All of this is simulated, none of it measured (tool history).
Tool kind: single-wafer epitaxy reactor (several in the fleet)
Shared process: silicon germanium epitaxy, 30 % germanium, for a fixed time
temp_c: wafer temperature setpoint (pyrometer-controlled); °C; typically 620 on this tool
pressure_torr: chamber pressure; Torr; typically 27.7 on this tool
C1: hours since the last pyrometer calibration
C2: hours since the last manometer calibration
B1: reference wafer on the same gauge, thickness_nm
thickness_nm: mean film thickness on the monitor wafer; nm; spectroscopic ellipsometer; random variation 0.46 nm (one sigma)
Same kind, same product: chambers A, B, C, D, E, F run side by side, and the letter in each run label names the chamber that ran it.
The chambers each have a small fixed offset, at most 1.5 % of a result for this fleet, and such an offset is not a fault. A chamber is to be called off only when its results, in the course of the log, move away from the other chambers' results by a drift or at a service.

{"run": "1A", "hour": 6.1, "temp_c": 620, "pressure_torr": 27.7, "C1": 2198.4, "C2": 952.6, "B1": 97.126, "thickness_nm": 95.527}
{"run": "2B", "hour": 11.1, "temp_c": 620, "pressure_torr": 27.7, "C1": 813.9, "C2": 349.6, "B1": 97.231, "thickness_nm": 96.104}
{"run": "3D", "hour": 14.3, "temp_c": 620, "pressure_torr": 27.7, "C1": 1415.3, "C2": 261.5, "B1": 97.168, "thickness_nm": 97.323}
{"run": "4C", "hour": 20.9, "temp_c": 620, "pressure_torr": 27.7, "C1": 79.1, "C2": 895, "B1": 97.307, "thickness_nm": 96.813}
{"run": "5F", "hour": 27.6, "temp_c": 620, "pressure_torr": 27.7, "C1": 230.3, "C2": 751.5, "B1": 97.299, "thickness_nm": 97.835}
{"run": "6E", "hour": 34.3, "temp_c": 608, "pressure_torr": 27.7, "C1": 422.2, "C2": 765.3, "B1": 97.177, "thickness_nm": 77.381}
{"run": "7F", "hour": 38.7, "temp_c": 608, "pressure_torr": 27.7, "C1": 241.4, "C2": 762.6, "B1": 97.3, "thickness_nm": 78.368}
{"run": "8C", "hour": 42.6, "temp_c": 608, "pressure_torr": 27.7, "C1": 100.8, "C2": 916.7, "B1": 97.316, "thickness_nm": 77.717}
{"hour": 43.9, "done": "chamber A: pyrometer calibrated"}
{"run": "9D", "hour": 49.0, "temp_c": 608, "pressure_torr": 27.7, "C1": 1450, "C2": 296.2, "B1": 97.372, "thickness_nm": 78.885}
{"run": "10A", "hour": 55.1, "temp_c": 608, "pressure_torr": 27.7, "C1": 11.3, "C2": 1001.6, "B1": 97.366, "thickness_nm": 77.097}
{"run": "11E", "hour": 60.8, "temp_c": 608, "pressure_torr": 27.7, "C1": 448.7, "C2": 791.8, "B1": 97.297, "thickness_nm": 77.135}
{"run": "12B", "hour": 65.2, "temp_c": 620, "pressure_torr": 27.7, "C1": 868, "C2": 403.7, "B1": 97.255, "thickness_nm": 95.286}
{"run": "13E", "hour": 68.7, "temp_c": 620, "pressure_torr": 27.7, "C1": 456.6, "C2": 799.7, "B1": 97.2, "thickness_nm": 94.923}
{"run": "14B", "hour": 73.7, "temp_c": 620, "pressure_torr": 27.7, "C1": 876.5, "C2": 412.2, "B1": 97.357, "thickness_nm": 95.897}
{"run": "15F", "hour": 77.9, "temp_c": 620, "pressure_torr": 27.7, "C1": 280.6, "C2": 801.8, "B1": 97.306, "thickness_nm": 96.835}
{"run": "16C", "hour": 82.7, "temp_c": 620, "pressure_torr": 27.7, "C1": 140.9, "C2": 956.8, "B1": 97.121, "thickness_nm": 96.017}
{"run": "17D", "hour": 88.7, "temp_c": 620, "pressure_torr": 27.7, "C1": 1489.7, "C2": 335.9, "B1": 97.226, "thickness_nm": 97.546}
{"run": "18A", "hour": 92.5, "temp_c": 620, "pressure_torr": 27.7, "C1": 48.7, "C2": 1039, "B1": 97.308, "thickness_nm": 95.492}
{"run": "19D", "hour": 95.9, "temp_c": 607, "pressure_torr": 33.9, "C1": 1496.9, "C2": 343.1, "B1": 97.308, "thickness_nm": 83.683}
{"run": "20F", "hour": 101.0, "temp_c": 607, "pressure_torr": 33.9, "C1": 303.7, "C2": 824.9, "B1": 97.362, "thickness_nm": 84.055}
{"run": "21C", "hour": 106.0, "temp_c": 607, "pressure_torr": 33.9, "C1": 164.2, "C2": 980.1, "B1": 97.3, "thickness_nm": 83.024}
{"run": "22E", "hour": 111.7, "temp_c": 607, "pressure_torr": 33.9, "C1": 499.6, "C2": 842.7, "B1": 97.275, "thickness_nm": 81.09}
{"run": "23B", "hour": 116.5, "temp_c": 607, "pressure_torr": 33.9, "C1": 919.3, "C2": 455, "B1": 97.285, "thickness_nm": 81.653}
{"run": "24A", "hour": 122.7, "temp_c": 607, "pressure_torr": 33.9, "C1": 78.9, "C2": 1069.2, "B1": 97.232, "thickness_nm": 82.89}
{"run": "25A", "hour": 127.3, "temp_c": 607, "pressure_torr": 27.7, "C1": 83.5, "C2": 1073.8, "B1": 97.351, "thickness_nm": 76.696}
{"run": "26E", "hour": 131.9, "temp_c": 607, "pressure_torr": 27.7, "C1": 519.8, "C2": 862.9, "B1": 97.222, "thickness_nm": 74.225}
{"run": "27F", "hour": 136.8, "temp_c": 607, "pressure_torr": 27.7, "C1": 339.5, "C2": 860.7, "B1": 97.199, "thickness_nm": 76.881}
{"run": "28D", "hour": 140.7, "temp_c": 607, "pressure_torr": 27.7, "C1": 1541.7, "C2": 387.9, "B1": 97.325, "thickness_nm": 77.191}
{"run": "29C", "hour": 145.0, "temp_c": 607, "pressure_torr": 27.7, "C1": 203.2, "C2": 1019.1, "B1": 97.216, "thickness_nm": 76.384}
{"run": "30B", "hour": 149.2, "temp_c": 607, "pressure_torr": 27.7, "C1": 952, "C2": 487.7, "B1": 97.255, "thickness_nm": 75.566}
{"run": "31C", "hour": 153.9, "temp_c": 620, "pressure_torr": 27.7, "C1": 212.1, "C2": 1028, "B1": 97.369, "thickness_nm": 96.572}
{"run": "32F", "hour": 160.4, "temp_c": 620, "pressure_torr": 27.7, "C1": 363.1, "C2": 884.3, "B1": 97.327, "thickness_nm": 97.544}
{"run": "33D", "hour": 167.0, "temp_c": 620, "pressure_torr": 27.7, "C1": 1568, "C2": 414.2, "B1": 97.284, "thickness_nm": 97.821}
{"run": "34A", "hour": 170.7, "temp_c": 620, "pressure_torr": 27.7, "C1": 126.9, "C2": 1117.2, "B1": 97.216, "thickness_nm": 96.483}
{"run": "35E", "hour": 174.9, "temp_c": 620, "pressure_torr": 27.7, "C1": 562.8, "C2": 905.9, "B1": 97.394, "thickness_nm": 91.139}
{"run": "36B", "hour": 179.3, "temp_c": 620, "pressure_torr": 27.7, "C1": 982.1, "C2": 517.8, "B1": 97.221, "thickness_nm": 95.313}
{"run": "37C", "hour": 184.1, "temp_c": 608, "pressure_torr": 34.2, "C1": 242.3, "C2": 1058.2, "B1": 97.294, "thickness_nm": 85.246}
{"run": "38D", "hour": 188.9, "temp_c": 608, "pressure_torr": 34.2, "C1": 1589.9, "C2": 436.1, "B1": 97.266, "thickness_nm": 86.11}

Does one chamber stand apart from the rest, does the shared gauge drift, or is all well apart from small per-chamber offsets? Give the chamber and the most likely cause, where there is one.

One chamber, E, drifts off from the rest bit by bit.
Cause: wafer temperature below the value expected at the setpoint (K) = 3.38.

Here are 4 candidates for chamber E's next run, each the usual settings with a change, their results left as question marks. Which one brings its results back in line with what the others give on the usual settings?
Counts as in line when no further than this from what the other chambers average on the usual settings: thickness_nm 1.6 nm
{"run": "39E-1", "hour": 193.8, "temp_c": 624, "pressure_torr": 28.3, "thickness_nm": "?"}
{"run": "39E-2", "hour": 193.8, "temp_c": 622, "pressure_torr": 27.7, "thickness_nm": "?"}
{"run": "39E-3", "hour": 193.8, "temp_c": 620, "pressure_torr": 23.2, "thickness_nm": "?"}
{"run": "39E-4", "hour": 193.8, "temp_c": 620, "pressure_torr": 24.9, "thickness_nm": "?"}

What the other chambers average on the usual settings: thickness_nm 96.571 nm
run=39E-1 thickness_nm=96.922
run=39E-2 thickness_nm=92.856
run=39E-3 thickness_nm=83.658
run=39E-4 thickness_nm=86.016
The right change is 39E-1: it brings the chamber back within the allowed miss of the others.
